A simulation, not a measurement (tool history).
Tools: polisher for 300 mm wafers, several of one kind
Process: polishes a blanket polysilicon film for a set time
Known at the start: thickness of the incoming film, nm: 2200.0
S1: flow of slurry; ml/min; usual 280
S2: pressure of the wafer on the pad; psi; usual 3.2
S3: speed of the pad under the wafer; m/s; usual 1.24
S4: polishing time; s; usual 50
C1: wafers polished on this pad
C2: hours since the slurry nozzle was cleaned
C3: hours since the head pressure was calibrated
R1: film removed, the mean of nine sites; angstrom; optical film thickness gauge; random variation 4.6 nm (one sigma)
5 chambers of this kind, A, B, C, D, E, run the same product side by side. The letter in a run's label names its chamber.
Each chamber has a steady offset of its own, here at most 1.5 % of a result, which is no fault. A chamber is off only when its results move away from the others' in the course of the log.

{"run": "1E", "hour": 9.9, "S1": 280, "S2": 3.2, "S3": 1.24, "S4": 50, "C1": 385, "C2": 201.9, "C3": 298.4, "R1": 4843.9}
{"hour": 13.5, "done": "chamber C: worn pad replaced by a new one"}
{"run": "2D", "hour": 19.6, "S1": 280, "S2": 3.2, "S3": 1.24, "S4": 50, "C1": 821, "C2": 88.3, "C3": 404.9, "R1": 4879.3}
{"run": "3C", "hour": 29.1, "S1": 280, "S2": 3.2, "S3": 1.24, "S4": 50, "C1": 202, "C2": 544.5, "C3": 803.5, "R1": 4802.2}
{"hour": 34.3, "done": "chamber A: worn pad replaced by a new one"}
{"hour": 36.2, "done": "chamber D: worn pad replaced by a new one"}
{"run": "4A", "hour": 42.1, "S1": 280, "S2": 3.2, "S3": 1.24, "S4": 50, "C1": 101, "C2": 309.6, "C3": 441.7, "R1": 4689.3}
{"hour": 42.8, "done": "chamber B: head pressure recalibrated"}
{"run": "5B", "hour": 55.2, "S1": 280, "S2": 3.2, "S3": 1.24, "S4": 50, "C1": 750, "C2": 200.6, "C3": 12.4, "R1": 4767.9}
{"hour": 62.0, "done": "chamber B: worn pad replaced by a new one"}
{"run": "6D", "hour": 63.3, "S1": 280, "S2": 3.2, "S3": 1.24, "S4": 50, "C1": 350, "C2": 132, "C3": 448.6, "R1": 4840.3}
{"hour": 70.3, "done": "chamber E: worn pad replaced by a new one"}
{"run": "7B", "hour": 73.0, "S1": 280, "S2": 3.2, "S3": 1.24, "S4": 50, "C1": 142, "C2": 218.4, "C3": 30.2, "R1": 4819.1}
{"run": "8A", "hour": 79.8, "S1": 280, "S2": 3.2, "S3": 1.24, "S4": 50, "C1": 589, "C2": 347.3, "C3": 479.4, "R1": 4744.4}
{"hour": 87.8, "done": "chamber C: worn pad replaced by a new one"}
{"run": "9C", "hour": 93.4, "S1": 280, "S2": 3.2, "S3": 1.24, "S4": 50, "C1": 73, "C2": 608.8, "C3": 867.8, "R1": 4838.3}
{"run": "10E", "hour": 100.8, "S1": 280, "S2": 3.2, "S3": 1.24, "S4": 50, "C1": 394, "C2": 292.8, "C3": 389.3, "R1": 4798}
{"run": "11A", "hour": 114.4, "S1": 215, "S2": 3.2, "S3": 1.24, "S4": 50, "C1": 1036, "C2": 381.9, "C3": 514, "R1": 4642.8}
{"hour": 121.1, "done": "chamber B: slurry nozzle cleaned"}
{"hour": 121.2, "done": "chamber D: worn pad replaced by a new one"}
{"run": "12E", "hour": 122.1, "S1": 215, "S2": 3.2, "S3": 1.24, "S4": 50, "C1": 670, "C2": 314.1, "C3": 410.6, "R1": 4676.2}
{"hour": 126.0, "done": "chamber A: worn pad replaced by a new one"}
{"hour": 128.7, "done": "chamber B: worn pad replaced by a new one"}
{"run": "13B", "hour": 132.6, "S1": 215, "S2": 3.2, "S3": 1.24, "S4": 50, "C1": 50, "C2": 11.5, "C3": 89.8, "R1": 4644.1}
{"run": "14D", "hour": 141.5, "S1": 215, "S2": 3.2, "S3": 1.24, "S4": 50, "C1": 262, "C2": 210.2, "C3": 526.8, "R1": 4681.9}
{"hour": 150.6, "done": "chamber A: slurry nozzle cleaned"}
{"run": "15C", "hour": 151.5, "S1": 215, "S2": 3.2, "S3": 1.24, "S4": 50, "C1": 824, "C2": 666.9, "C3": 925.9, "R1": 4582.6}
{"run": "16A", "hour": 160.6, "S1": 280, "S2": 3.2, "S3": 1.24, "S4": 50, "C1": 447, "C2": 10.1, "C3": 560.2, "R1": 4812.4}
{"hour": 169.2, "done": "chamber C: worn pad replaced by a new one"}
{"hour": 172.8, "done": "chamber E: worn pad replaced by a new one"}
{"run": "17D", "hour": 174.1, "S1": 280, "S2": 3.2, "S3": 1.24, "S4": 50, "C1": 684, "C2": 242.8, "C3": 559.4, "R1": 4849.5}
{"run": "18E", "hour": 182.8, "S1": 280, "S2": 3.2, "S3": 1.24, "S4": 50, "C1": 130, "C2": 374.8, "C3": 471.3, "R1": 4780.9}
{"run": "19C", "hour": 192.6, "S1": 280, "S2": 3.2, "S3": 1.24, "S4": 50, "C1": 303, "C2": 708, "C3": 967, "R1": 4808.2}
{"hour": 199.2, "done": "chamber D: worn pad replaced by a new one"}
{"hour": 200.1, "done": "chamber B: worn pad replaced by a new one"}
{"hour": 203.4, "done": "chamber A: worn pad replaced by a new one"}
{"hour": 205.5, "done": "chamber A: head pressure recalibrated"}
{"run": "20B", "hour": 205.6, "S1": 280, "S2": 3.2, "S3": 1.1, "S4": 50, "C1": 71, "C2": 84.5, "C3": 162.8, "R1": 4223.5}
{"hour": 207.9, "done": "chamber C: head pressure recalibrated"}
{"run": "21A", "hour": 217.9, "S1": 280, "S2": 3.2, "S3": 1.1, "S4": 50, "C1": 188, "C2": 67.4, "C3": 12.4, "R1": 4217.1}
{"run": "22D", "hour": 224.1, "S1": 280, "S2": 3.2, "S3": 1.1, "S4": 50, "C1": 322, "C2": 292.8, "C3": 609.4, "R1": 4279.5}
{"run": "23C", "hour": 235.9, "S1": 280, "S2": 3.2, "S3": 1.1, "S4": 50, "C1": 863, "C2": 751.3, "C3": 28, "R1": 4399.1}
{"hour": 241.1, "done": "chamber C: worn pad replaced by a new one"}
{"run": "24B", "hour": 246.0, "S1": 280, "S2": 3.2, "S3": 1.1, "S4": 50, "C1": 594, "C2": 124.9, "C3": 203.2, "R1": 4219.1}
{"run": "25E", "hour": 257.7, "S1": 280, "S2": 3.2, "S3": 1.24, "S4": 50, "C1": 1098, "C2": 449.7, "C3": 546.2, "R1": 4807.2}
{"hour": 264.3, "done": "chamber E: worn pad replaced by a new one"}
{"run": "26E", "hour": 264.5, "S1": 280, "S2": 3.2, "S3": 1.24, "S4": 50, "C1": 3, "C2": 456.5, "C3": 553, "R1": 4821.3}
{"hour": 265.6, "done": "chamber B: worn pad replaced by a new one"}
{"run": "27C", "hour": 277.1, "S1": 280, "S2": 3.2, "S3": 1.24, "S4": 50, "C1": 466, "C2": 792.5, "C3": 69.2, "R1": 5051.5}
{"hour": 280.8, "done": "chamber D: worn pad replaced by a new one"}
{"run": "28D", "hour": 290.1, "S1": 280, "S2": 3.2, "S3": 1.24, "S4": 50, "C1": 121, "C2": 358.8, "C3": 675.4, "R1": 4824.8}
{"hour": 293.5, "done": "chamber A: worn pad replaced by a new one"}
{"run": "29A", "hour": 296.9, "S1": 250, "S2": 3.2, "S3": 1.42, "S4": 50, "C1": 44, "C2": 146.4, "C3": 91.4, "R1": 5552.8}
{"run": "30B", "hour": 303.2, "S1": 250, "S2": 3.2, "S3": 1.42, "S4": 50, "C1": 487, "C2": 182.1, "C3": 260.4, "R1": 5494.2}
{"hour": 305.8, "done": "chamber D: slurry nozzle cleaned"}
{"hour": 309.6, "done": "chamber C: worn pad replaced by a new one"}
{"run": "31C", "hour": 312.2, "S1": 250, "S2": 3.2, "S3": 1.42, "S4": 50, "C1": 34, "C2": 827.6, "C3": 104.3, "R1": 5816.9}
{"run": "32D", "hour": 322.0, "S1": 250, "S2": 3.2, "S3": 1.42, "S4": 50, "C1": 533, "C2": 16.3, "C3": 707.3, "R1": 5522.2}
{"run": "33E", "hour": 333.8, "S1": 250, "S2": 3.2, "S3": 1.42, "S4": 50, "C1": 899, "C2": 525.8, "C3": 622.3, "R1": 5589.7}
{"hour": 338.2, "done": "chamber B: worn pad replaced by a new one"}
{"run": "34B", "hour": 340.5, "S1": 280, "S2": 3.2, "S3": 1.24, "S4": 50, "C1": 29, "C2": 219.4, "C3": 297.7, "R1": 4914.8}
{"run": "35A", "hour": 347.7, "S1": 280, "S2": 3.2, "S3": 1.24, "S4": 50, "C1": 700, "C2": 197.2, "C3": 142.2, "R1": 4749.9}
{"run": "36D", "hour": 355.9, "S1": 280, "S2": 3.2, "S3": 1.24, "S4": 50, "C1": 971, "C2": 50.2, "C3": 741.2, "R1": 4807.2}
{"run": "37C", "hour": 363.9, "S1": 280, "S2": 3.2, "S3": 1.24, "S4": 50, "C1": 702, "C2": 879.3, "C3": 156, "R1": 5066.7}

Is one chamber off against the others, does the gauge drift, or is nothing wrong? If a chamber is off, say which, and what the likeliest cause is.

A service left chamber C off against the others.
Cause: head's pressure above its setpoint, % = 5.53.

Here are 4 candidates for chamber C's next run, each the usual settings with a change, their results left as question marks. Which one brings its results back in line with what the others give on the usual settings?
In line means no further than this from the other chambers' mean on the usual settings: R1 160 angstrom
{"run": "38C-1", "hour": 373.9, "S1": 280, "S2": 3.4, "S3": 1.24, "S4": 53, "R1": "?"}
{"run": "38C-2", "hour": 373.9, "S1": 280, "S2": 3.2, "S3": 1.24, "S4": 53, "R1": "?"}
{"run": "38C-3", "hour": 373.9, "S1": 275, "S2": 3.2, "S3": 1.1, "S4": 50, "R1": "?"}
{"run": "38C-4", "hour": 373.9, "S1": 280, "S2": 3.1, "S3": 1.22, "S4": 50, "R1": "?"}

The other chambers' mean on the usual settings: R1 4809.6 angstrom
run=38C-1 R1=5706.2
run=38C-2 R1=5367.9
run=38C-3 R1=4476.4
run=38C-4 R1=4824.3
38C-4 brings the chamber back in line.

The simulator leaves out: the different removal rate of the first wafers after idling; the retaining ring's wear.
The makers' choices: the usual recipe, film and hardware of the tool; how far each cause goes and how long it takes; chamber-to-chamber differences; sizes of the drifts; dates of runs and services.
